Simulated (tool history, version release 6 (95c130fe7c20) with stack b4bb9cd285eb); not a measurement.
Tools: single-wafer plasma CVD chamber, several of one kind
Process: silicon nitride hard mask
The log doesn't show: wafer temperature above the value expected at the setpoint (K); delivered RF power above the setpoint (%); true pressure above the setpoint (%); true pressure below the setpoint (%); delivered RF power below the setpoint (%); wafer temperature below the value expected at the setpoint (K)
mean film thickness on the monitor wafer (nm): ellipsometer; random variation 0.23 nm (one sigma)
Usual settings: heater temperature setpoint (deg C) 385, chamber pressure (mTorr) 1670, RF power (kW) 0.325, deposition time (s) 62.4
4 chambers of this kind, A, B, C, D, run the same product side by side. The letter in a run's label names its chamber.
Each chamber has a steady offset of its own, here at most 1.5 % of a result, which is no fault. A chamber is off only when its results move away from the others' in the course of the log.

| run | hour | heater temperature setpoint (deg C) | chamber pressure (mTorr) | RF power (kW) | deposition time (s) | hours since the last thermocouple change | hours since the last RF generator calibration | hours since the last manometer calibration | read-back reference wafer on the same gauge, thickness_nm | mean film thickness on the monitor wafer (nm) |
|---|---|---|---|---|---|---|---|---|---|---|
| 1A | 12.5 | 385 | 1670 | 0.325 | 62.4 | 1318.8 | 868.3 | 834.0 | 74.088 | 75.951 |
| 2D | 25.0 | 385 | 1670 | 0.325 | 62.4 | 36.7 | 2075.3 | 1038.6 | 74.107 | 76.778 |
| 3C | 40.5 | 385 | 1670 | 0.325 | 62.4 | 1169.8 | 1081.2 | 728.9 | 74.096 | 77.355 |
| 4B | 48.9 | 385 | 1670 | 0.325 | 62.4 | 1254.4 | 705.5 | 658.5 | 74.109 | 77.216 |
| 5A | 59.3 | 385 | 1670 | 0.325 | 62.4 | 1365.6 | 915.1 | 880.8 | 74.093 | 75.800 |
| 6B | 74.7 | 385 | 1670 | 0.325 | 62.4 | 1280.2 | 731.3 | 684.3 | 74.112 | 77.001 |
| 7C | 87.1 | 385 | 1670 | 0.325 | 62.4 | 1216.4 | 1127.8 | 775.5 | 74.167 | 76.790 |
| 8D | 96.8 | 385 | 1990 | 0.325 | 62.4 | 108.5 | 2147.1 | 1110.4 | 74.102 | 81.106 |
| 9D | 105.7 | 385 | 1990 | 0.325 | 62.4 | 117.4 | 2156.0 | 1119.3 | 74.092 | 80.846 |
| 10A | 118.0 | 385 | 1990 | 0.325 | 62.4 | 1424.3 | 973.8 | 939.5 | 74.042 | 80.442 |
| 11C | 132.4 | 385 | 1990 | 0.325 | 62.4 | 1261.7 | 1173.1 | 820.8 | 74.067 | 80.759 |
| 12B | 141.6 | 385 | 1670 | 0.325 | 62.4 | 1347.1 | 798.2 | 751.2 | 74.097 | 77.217 |
| 13B | 157.6 | 385 | 1670 | 0.325 | 62.4 | 1363.1 | 814.2 | 767.2 | 74.118 | 77.469 |
| 14A | 171.0 | 385 | 1670 | 0.325 | 62.4 | 1477.3 | 1026.8 | 992.5 | 74.090 | 75.938 |
|  | 179.8 | chamber D: capacitance manometer re-zeroed and calibrated |
| 15D | 185.0 | 385 | 1670 | 0.360 | 53.2 | 196.7 | 2235.3 | 5.2 | 74.092 | 70.186 |
| 16C | 192.7 | 385 | 1670 | 0.360 | 53.2 | 1322.0 | 1233.4 | 881.1 | 74.086 | 70.026 |
| 17C | 202.3 | 385 | 1670 | 0.360 | 53.2 | 1331.6 | 1243.0 | 890.7 | 74.125 | 69.802 |
| 18D | 212.3 | 385 | 1670 | 0.360 | 53.2 | 224.0 | 2262.6 | 32.5 | 74.118 | 70.230 |
|  | 219.8 | chamber D: RF generator calibrated |
| 19A | 226.6 | 385 | 1670 | 0.325 | 62.4 | 1532.9 | 1082.4 | 1048.1 | 74.075 | 76.201 |
| 20B | 233.6 | 385 | 1670 | 0.325 | 62.4 | 1439.1 | 890.2 | 843.2 | 74.131 | 77.073 |
| 21B | 244.1 | 385 | 1670 | 0.325 | 62.4 | 1449.6 | 900.7 | 853.7 | 74.118 | 77.061 |
| 22A | 258.7 | 385 | 1670 | 0.325 | 62.4 | 1565.0 | 1114.5 | 1080.2 | 74.051 | 76.312 |
| 23C | 271.1 | 385 | 1670 | 0.325 | 62.4 | 1400.4 | 1311.8 | 959.5 | 74.122 | 76.952 |
| 24D | 278.8 | 385 | 1670 | 0.325 | 62.4 | 290.5 | 59.0 | 99.0 | 74.073 | 77.442 |
| 25C | 287.3 | 385 | 1670 | 0.325 | 62.4 | 1416.6 | 1328.0 | 975.7 | 74.176 | 77.175 |
|  | 291.0 | chamber B: RF generator calibrated |
|  | 294.6 | chamber B: thermocouple changed; heater temperature recalibrated |
| 26B | 300.2 | 385 | 1670 | 0.325 | 62.4 | 5.7 | 9.2 | 909.8 | 74.130 | 77.007 |
| 27A | 313.2 | 385 | 1670 | 0.325 | 62.4 | 1619.5 | 1169.0 | 1134.7 | 74.104 | 76.157 |
| 28D | 321.1 | 385 | 1670 | 0.325 | 62.4 | 332.8 | 101.3 | 141.3 | 74.121 | 77.363 |
|  | 330.9 | chamber C: RF generator calibrated |
| 29A | 336.3 | 385 | 1670 | 0.325 | 62.4 | 1642.6 | 1192.1 | 1157.8 | 74.079 | 75.828 |
| 30C | 350.2 | 385 | 1670 | 0.325 | 62.4 | 1479.5 | 19.4 | 1038.6 | 74.122 | 77.296 |
| 31D | 364.7 | 385 | 1670 | 0.325 | 62.4 | 376.4 | 144.9 | 184.9 | 74.116 | 77.179 |
| 32B | 380.2 | 385 | 1670 | 0.325 | 62.4 | 85.7 | 89.2 | 989.8 | 74.145 | 76.733 |
| 33C | 389.7 | 385 | 1670 | 0.325 | 62.4 | 1519.0 | 58.9 | 1078.1 | 74.076 | 76.657 |

All 4 chambers run these settings next. Forecast each chamber's results:
| 34A | 401.2 | 385 | 1670 | 0.325 | 62.4 |  |  |  |  | ? |
| 34B | 401.2 | 385 | 1670 | 0.325 | 62.4 |  |  |  |  | ? |
| 34C | 401.2 | 385 | 1670 | 0.325 | 62.4 |  |  |  |  | ? |
| 34D | 401.2 | 385 | 1670 | 0.325 | 62.4 |  |  |  |  | ? |

| run | mean film thickness on the monitor wafer (nm) |
|---|---|
| 34A | 76.173 |
| 34B | 77.112 |
| 34C | 77.437 |
| 34D | 77.149 |
